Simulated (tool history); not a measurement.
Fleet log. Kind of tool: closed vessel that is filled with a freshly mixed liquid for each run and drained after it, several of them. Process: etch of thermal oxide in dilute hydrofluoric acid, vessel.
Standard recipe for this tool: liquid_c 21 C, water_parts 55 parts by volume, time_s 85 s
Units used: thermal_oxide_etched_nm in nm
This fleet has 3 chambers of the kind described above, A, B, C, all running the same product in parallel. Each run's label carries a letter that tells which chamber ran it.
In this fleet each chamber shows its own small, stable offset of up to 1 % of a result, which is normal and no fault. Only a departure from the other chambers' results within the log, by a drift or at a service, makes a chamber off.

| run | day | liquid_c | water_parts | time_s | hours since the thermometer was replaced | hours since the hydrofluoric acid flow meter was replaced | read-back film thickness of the thermal oxide reference wafer, read on the same gauge (nm) | thermal_oxide_etched_nm |
|---|---|---|---|---|---|---|---|---|
| 1B | 0.121 | 21 | 55 | 85 | 707.8 | 291.6 | 130.01 | 6.6569 |
| 2A | 0.242 | 21 | 55 | 85 | 24.2 | 1652.2 | 130.02 | 6.7284 |
| 3C | 0.362 | 21 | 55 | 85 | 1342.5 | 1447.9 | 130 | 6.5777 |
| 4A | 0.525 | 21 | 55 | 85 | 31 | 1659 | 130.02 | 6.6558 |
| 5B | 0.738 | 21 | 55 | 85 | 722.6 | 306.4 | 130 | 6.6816 |
| 6C | 0.846 | 21 | 55 | 85 | 1354.1 | 1459.5 | 129.98 | 6.6008 |
| 7A | 1.017 | 21 | 55 | 85 | 42.8 | 1670.8 | 129.99 | 6.6079 |
| 8B | 1.171 | 21 | 55 | 85 | 733 | 316.8 | 129.98 | 6.8216 |
| 9C | 1.383 | 25 | 55 | 85 | 1367 | 1472.4 | 130.01 | 7.79 |
| 10C | 1.488 | 25 | 55 | 85 | 1369.5 | 1474.9 | 130.03 | 7.8117 |
| 11A | 1.633 | 25 | 55 | 85 | 57.6 | 1685.6 | 129.99 | 7.9134 |
| 12B | 1.775 | 21 | 55 | 85 | 747.5 | 331.3 | 130.01 | 6.7581 |
| 13C | 1.908 | 21 | 55 | 85 | 1379.6 | 1485 | 129.98 | 6.607 |
| 14A | 2.092 | 21 | 55 | 85 | 68.6 | 1696.6 | 129.98 | 6.7231 |
| 15B | 2.246 | 21 | 55 | 85 | 758.8 | 342.6 | 129.97 | 6.6327 |
| 16A | 2.433 | 21 | 55 | 85 | 76.8 | 1704.8 | 130.01 | 6.6433 |
| 17B | 2.588 | 21 | 55 | 85 | 767 | 350.8 | 130.02 | 6.7623 |
| 18C | 2.721 | 21 | 55 | 85 | 1399.1 | 1504.5 | 129.98 | 6.5868 |
| 19A | 2.904 | 21 | 55 | 85 | 88.1 | 1716.1 | 129.97 | 6.687 |
| 20C | 3.121 | 21 | 55 | 85 | 1408.7 | 1514.1 | 130.01 | 6.7185 |
| 21B | 3.238 | 21 | 55 | 85 | 782.6 | 366.4 | 130.01 | 6.7086 |
| 22C | 3.362 | 21 | 55 | 85 | 1414.5 | 1519.9 | 130.03 | 6.5963 |
| 23A | 3.562 | 21 | 55 | 85 | 103.9 | 1731.9 | 130.01 | 6.6213 |
| 24B | 3.758 | 23.5 | 55 | 110 | 795.1 | 378.9 | 130.01 | 9.6851 |
| 25C | 3.858 | 23.5 | 55 | 110 | 1426.4 | 1531.8 | 130 | 9.5811 |
|  | 3.921 | chamber B: hydrofluoric acid flow meter replaced |
| 26B | 4.012 | 23.5 | 55 | 110 | 801.2 | 2.3 | 129.96 | 9.6369 |
| 27A | 4.146 | 21 | 55 | 85 | 117.9 | 1745.9 | 130.01 | 6.7074 |
| 28C | 4.362 | 21 | 55 | 85 | 1438.5 | 1543.9 | 129.98 | 6.6336 |
| 29A | 4.496 | 21 | 55 | 85 | 126.3 | 1754.3 | 129.99 | 6.6545 |
| 30B | 4.708 | 21 | 55 | 85 | 817.9 | 19 | 130 | 6.711 |
| 31C | 4.842 | 21 | 55 | 85 | 1450 | 1555.4 | 129.98 | 6.5466 |

The same settings go to every chamber for the next run, one line per chamber below. Forecast the results for each:
| 32A | 5 | 21 | 85 | 85 |  |  |  | ? |
| 32B | 5 | 21 | 85 | 85 |  |  |  | ? |
| 32C | 5 | 21 | 85 | 85 |  |  |  | ? |

| run | thermal_oxide_etched_nm |
|---|---|
| 32A | 4.1521 |
| 32B | 4.2047 |
| 32C | 4.1132 |
